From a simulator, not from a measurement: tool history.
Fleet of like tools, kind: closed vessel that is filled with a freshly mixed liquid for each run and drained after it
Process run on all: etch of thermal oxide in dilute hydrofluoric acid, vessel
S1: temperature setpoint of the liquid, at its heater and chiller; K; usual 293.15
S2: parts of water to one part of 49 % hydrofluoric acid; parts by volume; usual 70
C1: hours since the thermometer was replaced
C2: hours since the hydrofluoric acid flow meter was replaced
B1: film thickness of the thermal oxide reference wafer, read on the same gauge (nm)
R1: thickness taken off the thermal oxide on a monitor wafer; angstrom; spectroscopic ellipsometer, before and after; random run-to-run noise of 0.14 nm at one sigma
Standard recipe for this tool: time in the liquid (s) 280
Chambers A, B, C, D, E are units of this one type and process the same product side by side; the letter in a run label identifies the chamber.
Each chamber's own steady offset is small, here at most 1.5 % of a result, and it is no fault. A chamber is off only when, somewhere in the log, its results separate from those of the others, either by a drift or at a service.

run 1D hour=5.5 | S1=293.15 S2=70 time_in_the_liquid_(s)=280 | C1=594.9 C2=795.7 | B1=150.03 | R1=168.900
run 2A hour=9.6 | S1=293.15 S2=70 time_in_the_liquid_(s)=280 | C1=540.1 C2=148.5 | B1=150.01 | R1=169.730
run 3B hour=13.9 | S1=293.15 S2=70 time_in_the_liquid_(s)=280 | C1=2296.2 C2=199.1 | B1=149.99 | R1=175.370
-- hour=15.1 chamber C: hydrofluoric acid flow meter replaced
run 4C hour=19.0 | S1=293.15 S2=70 time_in_the_liquid_(s)=280 | C1=729.6 C2=3.9 | B1=149.99 | R1=169.960
run 5E hour=23.0 | S1=293.15 S2=70 time_in_the_liquid_(s)=280 | C1=2252.1 C2=786.3 | B1=150.01 | R1=170.720
run 6C hour=27.4 | S1=293.15 S2=70 time_in_the_liquid_(s)=280 | C1=738.0 C2=12.3 | B1=150.00 | R1=168.480
run 7E hour=31.2 | S1=293.15 S2=70 time_in_the_liquid_(s)=280 | C1=2260.3 C2=794.5 | B1=149.99 | R1=169.520
run 8D hour=34.6 | S1=293.15 S2=70 time_in_the_liquid_(s)=280 | C1=624.0 C2=824.8 | B1=150.02 | R1=170.740
run 9A hour=37.8 | S1=293.15 S2=70 time_in_the_liquid_(s)=280 | C1=568.3 C2=176.7 | B1=150.00 | R1=167.350
run 10B hour=41.7 | S1=293.15 S2=70 time_in_the_liquid_(s)=280 | C1=2324.0 C2=226.9 | B1=149.98 | R1=173.080
run 11A hour=44.4 | S1=293.15 S2=70 time_in_the_liquid_(s)=280 | C1=574.9 C2=183.3 | B1=150.02 | R1=168.040
run 12D hour=48.1 | S1=293.15 S2=70 time_in_the_liquid_(s)=280 | C1=637.5 C2=838.3 | B1=149.99 | R1=168.650
run 13E hour=53.4 | S1=293.15 S2=70 time_in_the_liquid_(s)=280 | C1=2282.5 C2=816.7 | B1=149.99 | R1=171.770
run 14C hour=57.6 | S1=293.15 S2=70 time_in_the_liquid_(s)=280 | C1=768.2 C2=42.5 | B1=150.02 | R1=173.210
run 15B hour=62.3 | S1=293.15 S2=70 time_in_the_liquid_(s)=280 | C1=2344.6 C2=247.5 | B1=149.98 | R1=171.890
run 16D hour=67.8 | S1=293.15 S2=70 time_in_the_liquid_(s)=280 | C1=657.2 C2=858.0 | B1=149.99 | R1=170.180
run 17E hour=73.5 | S1=293.15 S2=70 time_in_the_liquid_(s)=280 | C1=2302.6 C2=836.8 | B1=150.02 | R1=171.940
run 18A hour=78.8 | S1=293.15 S2=70 time_in_the_liquid_(s)=280 | C1=609.3 C2=217.7 | B1=150.01 | R1=169.800
run 19B hour=81.7 | S1=294.65 S2=70 time_in_the_liquid_(s)=375 | C1=2364.0 C2=266.9 | B1=149.99 | R1=245.700
run 20C hour=85.6 | S1=294.65 S2=70 time_in_the_liquid_(s)=375 | C1=796.2 C2=70.5 | B1=150.01 | R1=244.580
run 21C hour=90.2 | S1=294.65 S2=70 time_in_the_liquid_(s)=375 | C1=800.8 C2=75.1 | B1=149.98 | R1=242.090
run 22E hour=95.5 | S1=294.65 S2=70 time_in_the_liquid_(s)=375 | C1=2324.6 C2=858.8 | B1=149.98 | R1=244.470
run 23D hour=101.1 | S1=294.65 S2=70 time_in_the_liquid_(s)=375 | C1=690.5 C2=891.3 | B1=150.00 | R1=246.060
run 24A hour=106.7 | S1=293.15 S2=70 time_in_the_liquid_(s)=280 | C1=637.2 C2=245.6 | B1=149.98 | R1=169.000
run 25B hour=109.7 | S1=293.15 S2=70 time_in_the_liquid_(s)=280 | C1=2392.0 C2=294.9 | B1=150.00 | R1=172.680
run 26E hour=114.6 | S1=293.15 S2=40 time_in_the_liquid_(s)=430 | C1=2343.7 C2=877.9 | B1=149.98 | R1=472.580
run 27A hour=117.8 | S1=293.15 S2=40 time_in_the_liquid_(s)=430 | C1=648.3 C2=256.7 | B1=150.01 | R1=471.050
run 28D hour=123.4 | S1=293.15 S2=40 time_in_the_liquid_(s)=430 | C1=712.8 C2=913.6 | B1=150.02 | R1=479.400
run 29C hour=127.1 | S1=293.15 S2=40 time_in_the_liquid_(s)=430 | C1=837.7 C2=112.0 | B1=150.00 | R1=478.510
run 30B hour=130.7 | S1=293.15 S2=40 time_in_the_liquid_(s)=430 | C1=2413.0 C2=315.9 | B1=150.02 | R1=482.920
run 31B hour=133.4 | S1=293.15 S2=70 time_in_the_liquid_(s)=280 | C1=2415.7 C2=318.6 | B1=149.98 | R1=171.860
run 32C hour=139.0 | S1=293.15 S2=70 time_in_the_liquid_(s)=280 | C1=849.6 C2=123.9 | B1=149.98 | R1=171.630
run 33D hour=143.9 | S1=293.15 S2=70 time_in_the_liquid_(s)=280 | C1=733.3 C2=934.1 | B1=150.02 | R1=173.860
run 34E hour=147.2 | S1=293.15 S2=70 time_in_the_liquid_(s)=280 | C1=2376.3 C2=910.5 | B1=149.97 | R1=170.430
run 35A hour=150.2 | S1=293.15 S2=70 time_in_the_liquid_(s)=280 | C1=680.7 C2=289.1 | B1=150.00 | R1=166.500
run 36A hour=153.4 | S1=293.15 S2=70 time_in_the_liquid_(s)=280 | C1=683.9 C2=292.3 | B1=150.00 | R1=167.430
run 37E hour=156.3 | S1=293.15 S2=70 time_in_the_liquid_(s)=280 | C1=2385.4 C2=919.6 | B1=150.01 | R1=170.720
run 38B hour=161.8 | S1=293.15 S2=70 time_in_the_liquid_(s)=120 | C1=2444.1 C2=347.0 | B1=149.99 | R1=73.812
run 39D hour=166.9 | S1=293.15 S2=70 time_in_the_liquid_(s)=120 | C1=756.3 C2=957.1 | B1=149.98 | R1=75.702
run 40C hour=171.1 | S1=293.15 S2=70 time_in_the_liquid_(s)=120 | C1=881.7 C2=156.0 | B1=150.00 | R1=73.710
run 41C hour=176.2 | S1=293.15 S2=70 time_in_the_liquid_(s)=120 | C1=886.8 C2=161.1 | B1=149.99 | R1=73.200

Decide between three cases: one chamber stands off from its peers, the gauge reading all wafers drifts, or nothing is wrong past each chamber's small offset. Where a chamber is off, say which and what most likely put it there.

It is chamber D that slowly wanders off from its peers.
Likeliest cause: hydrofluoric acid flow above the setpoint (%) = 4.3.
With only this log, it may be confused with: liquid hotter than its thermometer reads (K).

Below are 4 candidate recipes for chamber D's next run, each the usual settings with a change, their results shown as question marks. Which of them brings D's results back in line with what the other chambers give on the usual settings?
In-line tolerance around the mean of the other chambers on the usual settings: R1 4.900 angstrom
run 42D-1 hour=180.3 | S1=294.15 S2=70 time_in_the_liquid_(s)=280 | R1=?
run 42D-2 hour=180.3 | S1=293.65 S2=65 time_in_the_liquid_(s)=280 | R1=?
run 42D-3 hour=180.3 | S1=292.65 S2=75 time_in_the_liquid_(s)=280 | R1=?
run 42D-4 hour=180.3 | S1=293.15 S2=70 time_in_the_liquid_(s)=270 | R1=?

On the usual settings, the other chambers give on average: R1 171.060 angstrom
run=42D-1 R1=185.920
run=42D-2 R1=197.000
run=42D-3 R1=162.380
run=42D-4 R1=172.020
42D-4 brings the chamber back in line.
